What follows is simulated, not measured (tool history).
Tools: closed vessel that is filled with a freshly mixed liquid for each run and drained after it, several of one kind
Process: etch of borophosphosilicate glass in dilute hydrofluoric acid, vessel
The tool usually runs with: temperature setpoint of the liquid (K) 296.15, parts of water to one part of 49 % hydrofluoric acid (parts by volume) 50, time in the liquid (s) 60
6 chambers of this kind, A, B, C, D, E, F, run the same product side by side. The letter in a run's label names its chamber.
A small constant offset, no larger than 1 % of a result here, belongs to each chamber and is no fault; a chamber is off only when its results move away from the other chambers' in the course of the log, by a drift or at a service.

| run | day | temperature setpoint of the liquid (K) | parts of water to one part of 49 % hydrofluoric acid (parts by volume) | time in the liquid (s) | read-back film thickness of the borophosphosilicate glass reference wafer, read on the same gauge (nm) | thickness taken off the borophosphosilicate glass on a monitor wafer (angstrom) |
|---|---|---|---|---|---|---|
| 1C | 0.325 | 296.15 | 50 | 60 | 80.023 | 375.22 |
| 2F | 0.842 | 296.15 | 50 | 60 | 80.020 | 375.85 |
| 3D | 1.325 | 296.15 | 50 | 60 | 80.004 | 381.78 |
| 4E | 1.629 | 296.15 | 50 | 60 | 80.025 | 374.82 |
|  | 1.896 | chamber C: hydrofluoric acid flow meter replaced |
| 5A | 2.033 | 296.15 | 50 | 60 | 80.000 | 380.14 |
| 6B | 2.329 | 296.15 | 50 | 60 | 79.994 | 373.74 |
| 7C | 2.858 | 296.15 | 50 | 95 | 79.973 | 598.71 |
| 8E | 3.162 | 296.15 | 50 | 95 | 80.029 | 595.52 |
| 9F | 3.617 | 296.15 | 50 | 95 | 80.007 | 598.08 |
| 10A | 4.096 | 296.15 | 50 | 95 | 79.995 | 594.11 |
| 11D | 4.379 | 296.15 | 50 | 95 | 80.007 | 601.35 |
|  | 4.529 | chamber E: thermometer replaced |
| 12B | 4.900 | 296.15 | 50 | 95 | 80.008 | 593.64 |
| 13A | 5.450 | 296.15 | 50 | 60 | 80.006 | 373.91 |
|  | 5.454 | chamber A: thermometer replaced |
| 14C | 5.742 | 296.15 | 50 | 60 | 79.974 | 377.08 |
| 15B | 6.133 | 296.15 | 50 | 60 | 79.992 | 373.60 |
| 16F | 6.729 | 296.15 | 50 | 60 | 80.008 | 377.85 |
| 17D | 7.362 | 296.15 | 50 | 60 | 80.000 | 379.63 |
| 18E | 7.767 | 300.65 | 50 | 60 | 80.004 | 457.02 |
| 19A | 8.150 | 300.65 | 50 | 60 | 80.038 | 453.28 |
| 20B | 8.658 | 300.65 | 50 | 60 | 79.978 | 451.77 |
| 21E | 8.971 | 300.65 | 50 | 60 | 79.984 | 461.10 |
|  | 9.217 | chamber B: hydrofluoric acid flow meter replaced |
| 22C | 9.608 | 300.65 | 50 | 60 | 79.975 | 451.36 |
| 23D | 10.146 | 300.65 | 50 | 60 | 79.961 | 460.23 |
| 24F | 10.742 | 296.15 | 50 | 60 | 79.966 | 367.50 |
| 25B | 11.229 | 296.15 | 50 | 60 | 80.023 | 372.77 |
| 26A | 11.542 | 296.15 | 50 | 60 | 79.980 | 375.43 |
| 27E | 12.025 | 296.15 | 50 | 60 | 79.992 | 377.08 |
| 28F | 12.617 | 296.15 | 50 | 60 | 80.004 | 366.74 |
| 29D | 13.100 | 296.15 | 50 | 60 | 80.024 | 376.41 |
| 30C | 13.621 | 296.15 | 50 | 60 | 79.999 | 369.52 |
| 31E | 13.921 | 296.15 | 50 | 60 | 79.976 | 376.30 |
| 32A | 14.496 | 298.15 | 50 | 60 | 80.030 | 403.89 |
| 33F | 14.942 | 298.15 | 50 | 60 | 80.012 | 391.50 |
| 34B | 15.588 | 298.15 | 50 | 60 | 80.003 | 404.21 |
| 35D | 15.988 | 298.15 | 50 | 60 | 79.996 | 407.08 |
| 36C | 16.425 | 298.15 | 50 | 60 | 80.003 | 401.74 |
| 37F | 16.812 | 298.15 | 50 | 60 | 79.960 | 386.57 |
| 38D | 17.458 | 296.15 | 50 | 60 | 80.003 | 381.34 |
|  | 17.742 | chamber C: thermometer replaced |
| 39E | 17.871 | 296.15 | 50 | 60 | 79.983 | 379.94 |
| 40B | 18.196 | 296.15 | 50 | 60 | 79.991 | 378.66 |
| 41A | 18.512 | 296.15 | 50 | 60 | 79.999 | 376.38 |
| 42C | 19.108 | 296.15 | 50 | 60 | 80.016 | 373.65 |
| 43C | 19.508 | 296.15 | 50 | 60 | 80.028 | 371.43 |
| 44F | 19.975 | 296.15 | 50 | 60 | 79.982 | 347.69 |

Read the log: is a single chamber off, either drifting away or since a service, is the gauge that measures every chamber drifting, or is nothing wrong beyond small per-chamber offsets? Name any odd chamber and what most likely caused it.

Chamber F drifts away from the others.
Likeliest cause: hydrofluoric acid flow below the setpoint (%) = 7.2.
From this log alone, it may not be told apart from: liquid colder than its thermometer reads (K).

Which of the 4 candidates below, each the usual settings with something changed and its results left as question marks, puts chamber F back in line with what the other chambers give on the usual settings?
In-line tolerance around the mean of the other chambers on the usual settings: thickness taken off the borophosphosilicate glass on a monitor wafer (angstrom) 9.00
| 45F-1 | 20.442 | 296.15 | 50 | 65 |  | ? |
| 45F-2 | 20.442 | 295.15 | 50 | 60 |  | ? |
| 45F-3 | 20.442 | 296.15 | 50 | 55 |  | ? |
| 45F-4 | 20.442 | 297.15 | 50 | 60 |  | ? |

Mean of the other chambers on the usual settings: thickness taken off the borophosphosilicate glass on a monitor wafer (angstrom) 376.94
| run | thickness taken off the borophosphosilicate glass on a monitor wafer (angstrom) |
|---|---|
| 45F-1 | 376.22 |
| 45F-2 | 333.29 |
| 45F-3 | 318.34 |
| 45F-4 | 361.59 |
Change 45F-1 lands the chamber within the allowed miss of the other chambers.
